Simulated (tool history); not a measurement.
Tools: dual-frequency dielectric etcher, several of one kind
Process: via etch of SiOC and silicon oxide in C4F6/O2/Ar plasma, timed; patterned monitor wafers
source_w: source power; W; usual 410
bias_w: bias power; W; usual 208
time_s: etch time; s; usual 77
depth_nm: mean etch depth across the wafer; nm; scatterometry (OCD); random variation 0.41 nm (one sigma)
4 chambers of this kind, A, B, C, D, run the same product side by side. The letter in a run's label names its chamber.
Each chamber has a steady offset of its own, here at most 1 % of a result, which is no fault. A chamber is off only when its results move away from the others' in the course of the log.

run	hour	source_w	bias_w	time_s	hours since the last wet clean	hours since the last source power generator calibration	hours since the last bias power generator calibration	read-back reference wafer on the same gauge, depth_nm	depth_nm
1A	9.9	410	208	77	12.5	755.5	1463	93.353	92.253
2D	17.3	410	208	77	306.3	109.2	2924.2	93.44	91.765
3B	28.3	410	208	77	389.9	451.6	1190.1	93.409	91.404
4C	36.3	410	208	77	222.2	2553.7	345.3	93.43	91.303
5C	45.6	410	208	77	231.5	2563	354.6	93.457	91.682
6B	53	410	242	77	414.6	476.3	1214.8	93.354	95.914
7A	66.4	410	242	77	69	812	1519.5	93.386	96.814
8D	75.3	410	242	77	364.3	167.2	2982.2	93.432	95.995
# hour 85: chamber B: wet clean of the chamber
9A	88.5	410	242	77	91.1	834.1	1541.6	93.436	97.249
10C	97.8	410	169	77	283.7	2615.2	406.8	93.451	85.203
11B	111.4	410	169	77	26.5	534.7	1273.2	93.464	86.579
12D	119.2	410	169	77	408.2	211.1	3026.1	93.371	85.538
13B	135	410	169	77	50.1	558.3	1296.8	93.323	85.666
14A	148	410	208	77	150.6	893.6	1601.1	93.354	92.462
15C	155.7	410	208	77	341.6	2673.1	464.7	93.317	91.471
16D	169.6	410	208	77	458.6	261.5	3076.5	93.422	92.258
17D	183.7	410	208	77	472.7	275.6	3090.6	93.509	90.923
18C	193.3	410	208	77	379.2	2710.7	502.3	93.501	91.658
19A	208.8	410	208	77	211.4	954.4	1661.9	93.412	92.543
20B	225.5	410	208	77	140.6	648.8	1387.3	93.398	91.611
21C	238.6	410	208	77	424.5	2756	547.6	93.565	92.388
# hour 249.5: chamber C: wet clean of the chamber
22B	253	410	208	77	168.1	676.3	1414.8	93.389	91.838
23D	267.6	410	208	77	556.6	359.5	3174.5	93.43	92.001
24A	278.1	470	208	77	280.7	1023.7	1731.2	93.446	96.992
25C	286.3	470	208	77	36.8	2803.7	595.3	93.458	99.794
# hour 292.5: chamber D: wet clean of the chamber
26B	294.7	470	208	77	209.8	718	1456.5	93.481	96.671
# hour 304.1: chamber D: bias power generator calibrated
27D	304.3	470	208	77	11.8	396.2	0.2	93.411	96.632
28A	311.7	410	208	77	314.3	1057.3	1764.8	93.405	93.189
29A	322	410	208	77	324.6	1067.6	1775.1	93.39	92.786
30C	332.7	410	208	77	83.2	2850.1	641.7	93.276	94.552
31B	342.8	410	208	77	257.9	766.1	1504.6	93.484	91.659
32D	355.7	410	208	77	63.2	447.6	51.6	93.494	91.74
33C	371.3	410	208	59	121.8	2888.7	680.3	93.404	72.403
34D	384.3	410	208	59	91.8	476.2	80.2	93.281	70.474
35B	396.4	410	208	59	311.5	819.7	1558.2	93.422	70.235

Is one chamber off against the others, does the gauge drift, or is nothing wrong? If a chamber is off, say which, and what the likeliest cause is.

A service left chamber C off against the others.
Cause: etch rate over this chamber's usual, % = 3.4.

Here are 4 candidates for chamber C's next run, each the usual settings with a change, their results left as question marks. Which one brings its results back in line with what the others give on the usual settings?
In line means no further than this from the other chambers' mean on the usual settings: depth_nm 1.5 nm
36C-1	408.4	430	216	77					?
36C-2	408.4	420	210	81					?
36C-3	408.4	410	189	77					?
36C-4	408.4	410	170	77					?

The other chambers' mean on the usual settings: depth_nm 92.028 nm
run	depth_nm
36C-1	97.96
36C-2	101.19
36C-3	92.117
36C-4	89.07
36C-3 brings the chamber back in line.
